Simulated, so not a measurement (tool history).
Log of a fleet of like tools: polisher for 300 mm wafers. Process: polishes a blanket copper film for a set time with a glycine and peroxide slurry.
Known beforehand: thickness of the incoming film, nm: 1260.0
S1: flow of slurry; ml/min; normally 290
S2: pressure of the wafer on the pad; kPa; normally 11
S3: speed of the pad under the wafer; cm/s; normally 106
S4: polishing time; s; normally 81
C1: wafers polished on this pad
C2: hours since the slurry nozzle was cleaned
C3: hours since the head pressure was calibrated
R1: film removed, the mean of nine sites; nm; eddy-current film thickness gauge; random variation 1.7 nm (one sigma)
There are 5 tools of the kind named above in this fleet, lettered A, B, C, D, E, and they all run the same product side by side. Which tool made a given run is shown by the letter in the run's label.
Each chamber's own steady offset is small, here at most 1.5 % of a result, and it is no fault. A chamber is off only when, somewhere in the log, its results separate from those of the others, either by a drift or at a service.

run,hour,S1,S2,S3,S4,C1,C2,C3,R1
1E,6.1,290,11,106,81,85,600.4,484.1,250.35
# hour 15.3: chamber D: worn pad replaced by a new one
2D,16.3,290,11,106,81,7,139.5,487.7,251.68
# hour 21.8: chamber C: slurry nozzle cleaned
3C,23,290,11,106,81,1361,1.3,219.1,249.26
# hour 26.2: chamber C: worn pad replaced by a new one
# hour 26.3: chamber E: head pressure recalibrated
4B,33.4,290,11,106,81,837,66.3,157.1,248.99
5A,43.9,290,11,120,81,641,320.2,210.6,270.38
6C,52.5,290,11,120,81,195,30.8,248.6,275.72
# hour 54.3: chamber A: worn pad replaced by a new one
7E,60.3,290,11,120,81,487,654.6,34,277.06
8A,68.2,290,11,120,81,103,344.5,234.9,272.77
9D,78,290,11,120,81,465,201.2,549.4,278.53
10B,88.3,290,11,106,81,1244,121.2,212,250.69
# hour 95.2: chamber D: worn pad replaced by a new one
11D,99.2,290,11,106,81,30,222.4,570.6,254.69
12E,107.7,290,11,106,81,838,702,81.4,248.92
13B,114.8,290,11,106,81,1440,147.7,238.5,251.5
14C,120.2,250,11,106,60,697,98.5,316.3,182
15A,130.4,250,11,106,60,564,406.7,297.1,180.54
16E,135.9,250,11,106,60,1048,730.2,109.6,184.02
17B,146.6,250,11,106,60,1676,179.5,270.3,183.66
# hour 147.1: chamber E: slurry nozzle cleaned
# hour 149: chamber A: worn pad replaced by a new one
# hour 153.9: chamber D: slurry nozzle cleaned
18A,155,250,11,106,60,45,431.3,321.7,180.09
19C,164.2,290,11,106,81,1023,142.5,360.3,248.26
# hour 166.5: chamber D: worn pad replaced by a new one
# hour 167.3: chamber E: worn pad replaced by a new one
20D,172,290,11,106,81,41,18.1,643.4,251.88
21E,179.4,290,11,90,81,89,32.4,153.1,225.49
22A,184.6,290,11,90,81,264,460.9,351.3,221.49
# hour 188.7: chamber C: worn pad replaced by a new one
23C,189.4,290,11,90,81,5,167.7,385.5,219.32
24B,196,290,11,90,81,2042,228.9,319.7,218.41
25D,206.2,290,11,90,81,295,52.3,677.6,225.5
26A,216.8,290,11,106,81,503,493.1,383.5,247.93
27C,224.8,290,11,106,81,267,203.1,420.9,249.56
# hour 227: chamber D: worn pad replaced by a new one
# hour 232.3: chamber A: worn pad replaced by a new one
28E,233.1,290,11,106,64,487,86.1,206.8,200.6
29B,241.1,290,11,106,64,2377,274,364.8,192.11
# hour 244.2: chamber B: slurry nozzle cleaned
30D,247,290,11,106,64,148,93.1,718.4,200.1
31B,252.5,290,11,106,64,2461,8.4,376.2,189.73
32A,262.4,290,11,106,64,223,538.7,429.1,196.95
33D,267.1,290,11,106,81,297,113.2,738.5,250.89
34C,272.1,290,11,106,81,618,250.4,468.2,248.52
35E,282.1,290,11,106,81,851,135.1,255.8,249.81
36A,291.9,290,11,106,81,442,568.2,458.6,250.76
# hour 299.2: chamber D: worn pad replaced by a new one
37D,299.3,290,11,106,81,0,145.4,770.7,253.9
# hour 303.9: chamber C: slurry nozzle cleaned
38E,309.3,290,11,106,81,1053,162.3,283,247.77
39C,317.5,290,11,106,81,955,13.7,513.6,248.47
40B,325.4,290,11,106,81,3002,81.3,449.1,233.44
41D,336,290,11,106,81,273,182.1,807.4,252.13
42B,344.7,290,11,106,81,3145,100.6,468.4,231.15
43E,350.5,290,11,106,81,1358,203.5,324.2,250.38

All chambers now run identical settings, listed one chamber a line with results as question marks. What results will each chamber show?
44A,358.3,290,11,74,81,,,,?
44B,358.3,290,11,74,81,,,,?
44C,358.3,290,11,74,81,,,,?
44D,358.3,290,11,74,81,,,,?
44E,358.3,290,11,74,81,,,,?

run,R1
44A,193.78
44B,176.2
44C,193.96
44D,195.52
44E,194.32
